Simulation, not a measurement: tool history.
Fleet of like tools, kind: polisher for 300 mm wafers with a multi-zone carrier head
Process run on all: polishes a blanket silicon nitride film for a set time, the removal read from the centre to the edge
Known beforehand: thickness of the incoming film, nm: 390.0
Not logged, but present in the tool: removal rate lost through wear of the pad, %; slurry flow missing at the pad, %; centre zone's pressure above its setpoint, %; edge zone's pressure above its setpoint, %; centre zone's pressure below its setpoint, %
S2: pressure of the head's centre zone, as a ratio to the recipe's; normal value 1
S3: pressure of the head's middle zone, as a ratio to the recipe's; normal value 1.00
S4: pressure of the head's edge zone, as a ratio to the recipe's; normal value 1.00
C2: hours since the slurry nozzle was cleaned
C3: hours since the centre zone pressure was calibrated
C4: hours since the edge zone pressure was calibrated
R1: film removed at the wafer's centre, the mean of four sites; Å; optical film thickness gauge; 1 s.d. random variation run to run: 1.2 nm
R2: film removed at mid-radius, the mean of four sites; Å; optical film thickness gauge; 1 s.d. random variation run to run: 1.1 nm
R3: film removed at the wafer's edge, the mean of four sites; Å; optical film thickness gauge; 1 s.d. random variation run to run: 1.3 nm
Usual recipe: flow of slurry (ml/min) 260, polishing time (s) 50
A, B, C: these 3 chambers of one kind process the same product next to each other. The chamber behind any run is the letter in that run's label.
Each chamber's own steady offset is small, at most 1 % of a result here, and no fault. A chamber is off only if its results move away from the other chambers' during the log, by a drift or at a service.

run 1A day=0.158 | flow_of_slurry_(ml/min)=260 S2=1 S3=1.00 S4=1.00 polishing_time_(s)=50 | wafers_polished_on_this_pad=40 C2=69.6 C3=737.8 C4=575.3 | R1=1031.90 R2=1016.60 R3=1029.80
run 2B day=0.267 | flow_of_slurry_(ml/min)=260 S2=1 S3=1.00 S4=1.00 polishing_time_(s)=50 | wafers_polished_on_this_pad=834 C2=115.6 C3=338.3 C4=236.1 | R1=1046.90 R2=1016.80 R3=1037.10
run 3C day=0.392 | flow_of_slurry_(ml/min)=260 S2=1 S3=1.00 S4=1.00 polishing_time_(s)=50 | wafers_polished_on_this_pad=168 C2=203.6 C3=302.8 C4=463.5 | R1=1016.00 R2=1017.10 R3=1031.60
run 4B day=0.533 | flow_of_slurry_(ml/min)=260 S2=1 S3=1.00 S4=1.00 polishing_time_(s)=50 | wafers_polished_on_this_pad=877 C2=122.0 C3=344.7 C4=242.5 | R1=1017.10 R2=998.88 R3=1019.90
run 5A day=0.658 | flow_of_slurry_(ml/min)=260 S2=1 S3=1.00 S4=1.00 polishing_time_(s)=50 | wafers_polished_on_this_pad=121 C2=81.6 C3=749.8 C4=587.3 | R1=1029.80 R2=1036.20 R3=998.10
run 6C day=0.742 | flow_of_slurry_(ml/min)=260 S2=1 S3=1.00 S4=1.00 polishing_time_(s)=50 | wafers_polished_on_this_pad=224 C2=212.0 C3=311.2 C4=471.9 | R1=1006.40 R2=1011.10 R3=1020.80
run 7C day=0.917 | flow_of_slurry_(ml/min)=260 S2=1 S3=1.00 S4=1.00 polishing_time_(s)=50 | wafers_polished_on_this_pad=252 C2=216.2 C3=315.4 C4=476.1 | R1=1020.90 R2=1020.90 R3=1031.30
run 8B day=1.033 | flow_of_slurry_(ml/min)=260 S2=1 S3=1.00 S4=1.00 polishing_time_(s)=50 | wafers_polished_on_this_pad=957 C2=134.0 C3=356.7 C4=254.5 | R1=973.47 R2=998.77 R3=996.56
run 9A day=1.133 | flow_of_slurry_(ml/min)=260 S2=1 S3=1.00 S4=1.00 polishing_time_(s)=50 | wafers_polished_on_this_pad=197 C2=93.0 C3=761.2 C4=598.7 | R1=1038.80 R2=1027.70 R3=1008.60
run 10A day=1.267 | flow_of_slurry_(ml/min)=260 S2=1 S3=1.00 S4=1.00 polishing_time_(s)=50 | wafers_polished_on_this_pad=218 C2=96.2 C3=764.4 C4=601.9 | R1=1032.60 R2=1035.60 R3=1049.50
run 11C day=1.383 | flow_of_slurry_(ml/min)=260 S2=1 S3=1.00 S4=1.00 polishing_time_(s)=50 | wafers_polished_on_this_pad=327 C2=227.4 C3=326.6 C4=487.3 | R1=1021.60 R2=1039.60 R3=1014.80
run 12B day=1.508 | flow_of_slurry_(ml/min)=260 S2=1 S3=1.00 S4=1.00 polishing_time_(s)=50 | wafers_polished_on_this_pad=1033 C2=145.4 C3=368.1 C4=265.9 | R1=966.35 R2=962.82 R3=972.05
run 13C day=1.612 | flow_of_slurry_(ml/min)=260 S2=1 S3=1.00 S4=1.00 polishing_time_(s)=50 | wafers_polished_on_this_pad=364 C2=232.9 C3=332.1 C4=492.8 | R1=1031.60 R2=1024.90 R3=1033.40
run 14B day=1.750 | flow_of_slurry_(ml/min)=260 S2=1 S3=1.00 S4=1.00 polishing_time_(s)=50 | wafers_polished_on_this_pad=1072 C2=151.2 C3=373.9 C4=271.7 | R1=962.79 R2=951.57 R3=958.51
run 15A day=1.883 | flow_of_slurry_(ml/min)=260 S2=1 S3=0.89 S4=0.96 polishing_time_(s)=50 | wafers_polished_on_this_pad=318 C2=111.0 C3=779.2 C4=616.7 | R1=1012.40 R2=930.78 R3=1011.50
run 16A day=2.038 | flow_of_slurry_(ml/min)=260 S2=1 S3=0.89 S4=0.96 polishing_time_(s)=50 | wafers_polished_on_this_pad=342 C2=114.7 C3=782.9 C4=620.4 | R1=1021.90 R2=939.19 R3=978.43
run 17C day=2.217 | flow_of_slurry_(ml/min)=260 S2=1 S3=0.89 S4=0.96 polishing_time_(s)=50 | wafers_polished_on_this_pad=461 C2=247.4 C3=346.6 C4=507.3 | R1=1024.10 R2=934.05 R3=985.14
-- day=2.225 chamber C: edge zone pressure recalibrated
run 18B day=2.392 | flow_of_slurry_(ml/min)=260 S2=1 S3=1.00 S4=1.00 polishing_time_(s)=50 | wafers_polished_on_this_pad=1175 C2=166.6 C3=389.3 C4=287.1 | R1=930.60 R2=938.65 R3=927.20
-- day=2.412 chamber C: worn pad replaced by a new one
run 19B day=2.567 | flow_of_slurry_(ml/min)=260 S2=1 S3=1.00 S4=1.07 polishing_time_(s)=50 | wafers_polished_on_this_pad=1204 C2=170.8 C3=393.5 C4=291.3 | R1=934.00 R2=917.10 R3=964.28
-- day=2.617 chamber C: slurry nozzle cleaned
run 20C day=2.729 | flow_of_slurry_(ml/min)=260 S2=1 S3=1.00 S4=1.07 polishing_time_(s)=50 | wafers_polished_on_this_pad=51 C2=2.8 C3=358.9 C4=12.2 | R1=1027.70 R2=1027.40 R3=1084.80

Which is it: a chamber that has drifted or been left off by a service, a gauge drift common to all chambers, or only each chamber's usual small offset? If a chamber is off, name it and its likeliest cause.

Little by little, chamber B moves away from the other chambers.
Cause: removal rate lost through wear of the pad, % = 11.4.

Which of the 4 candidates below, each the usual settings with something changed and its results left as question marks, puts chamber B back in line with what the other chambers give on the usual settings?
In line means no further than this from the other chambers' mean on the usual settings: R1 43.00 Å; R2 38.00 Å; R3 44.00 Å
run 21B-1 day=2.871 | flow_of_slurry_(ml/min)=255 S2=1 S3=0.99 S4=1.00 polishing_time_(s)=44 | R1=? R2=? R3=?
run 21B-2 day=2.871 | flow_of_slurry_(ml/min)=265 S2=1 S3=1.01 S4=1.00 polishing_time_(s)=56 | R1=? R2=? R3=?
run 21B-3 day=2.871 | flow_of_slurry_(ml/min)=260 S2=1 S3=0.99 S4=1.00 polishing_time_(s)=47 | R1=? R2=? R3=?
run 21B-4 day=2.871 | flow_of_slurry_(ml/min)=260 S2=1 S3=1.01 S4=1.00 polishing_time_(s)=53 | R1=? R2=? R3=?

Usual-settings mean across the other chambers: R1 1025.40 Å; R2 1027.50 Å; R3 1022.30 Å
run=21B-1 R1=800.39 R2=786.81 R3=808.28
run=21B-2 R1=1023.90 R2=1024.60 R3=1031.90
run=21B-3 R1=857.14 R2=842.40 R3=864.89
run=21B-4 R1=966.71 R2=967.60 R3=975.02
Change 21B-2 lands the chamber within the allowed miss of the other chambers.
